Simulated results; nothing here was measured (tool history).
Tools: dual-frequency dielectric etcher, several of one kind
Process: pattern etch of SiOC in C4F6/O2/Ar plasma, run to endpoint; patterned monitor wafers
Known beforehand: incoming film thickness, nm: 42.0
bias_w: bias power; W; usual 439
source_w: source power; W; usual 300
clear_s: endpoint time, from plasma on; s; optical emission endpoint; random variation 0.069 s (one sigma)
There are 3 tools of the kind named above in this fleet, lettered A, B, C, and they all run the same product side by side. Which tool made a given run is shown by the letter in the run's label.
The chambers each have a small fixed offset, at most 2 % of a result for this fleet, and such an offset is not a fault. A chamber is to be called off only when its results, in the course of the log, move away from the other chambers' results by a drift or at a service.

run,hour,bias_w,source_w,hours since the last wet clean,hours since the last bias power generator calibration,hours since the last source power generator calibration,clear_s
1A,7.1,439,300,353.5,144,831.1,16.805
2C,15.2,439,300,413,2279.5,518,16.39
3B,24.6,439,300,140.4,2771.1,1093.6,16.541
4A,33.6,439,300,380,170.5,857.6,16.845
5B,47.3,439,300,163.1,2793.8,1116.3,16.557
6C,55.5,439,300,453.3,2319.8,558.3,16.323
7A,67,439,300,413.4,203.9,891,16.849
8B,79.5,439,300,195.3,2826,1148.5,16.588
9C,92.4,439,350,490.2,2356.7,595.2,15.622
10C,105.7,439,350,503.5,2370,608.5,15.536
11A,111.8,439,350,458.2,248.7,935.8,15.991
# hour 120.3: chamber A: wet clean of the chamber
12B,125.8,439,300,241.6,2872.3,1194.8,16.701
13C,132.1,439,300,529.9,2396.4,634.9,16.322
14B,142.2,439,300,258,2888.7,1211.2,16.606
15A,150.6,439,300,30.4,287.5,974.6,16.698
16B,162.1,439,300,277.9,2908.6,1231.1,16.781
17C,172,439,300,569.8,2436.3,674.8,16.445
18A,184.9,439,300,64.7,321.8,1008.9,16.807
19A,191.1,439,300,70.9,328,1015.1,16.718
# hour 196.3: chamber C: wet clean of the chamber
20B,200.2,439,300,316,2946.7,1269.2,16.862
21C,209.9,439,300,13.6,2474.2,712.7,16.375

For the next run the whole fleet of 3 chambers uses the same settings. Give each chamber's results:
22A,219.9,439,300,,,,?
22B,219.9,439,300,,,,?
22C,219.9,439,300,,,,?

run,clear_s
22A,16.661
22B,16.999
22C,16.303

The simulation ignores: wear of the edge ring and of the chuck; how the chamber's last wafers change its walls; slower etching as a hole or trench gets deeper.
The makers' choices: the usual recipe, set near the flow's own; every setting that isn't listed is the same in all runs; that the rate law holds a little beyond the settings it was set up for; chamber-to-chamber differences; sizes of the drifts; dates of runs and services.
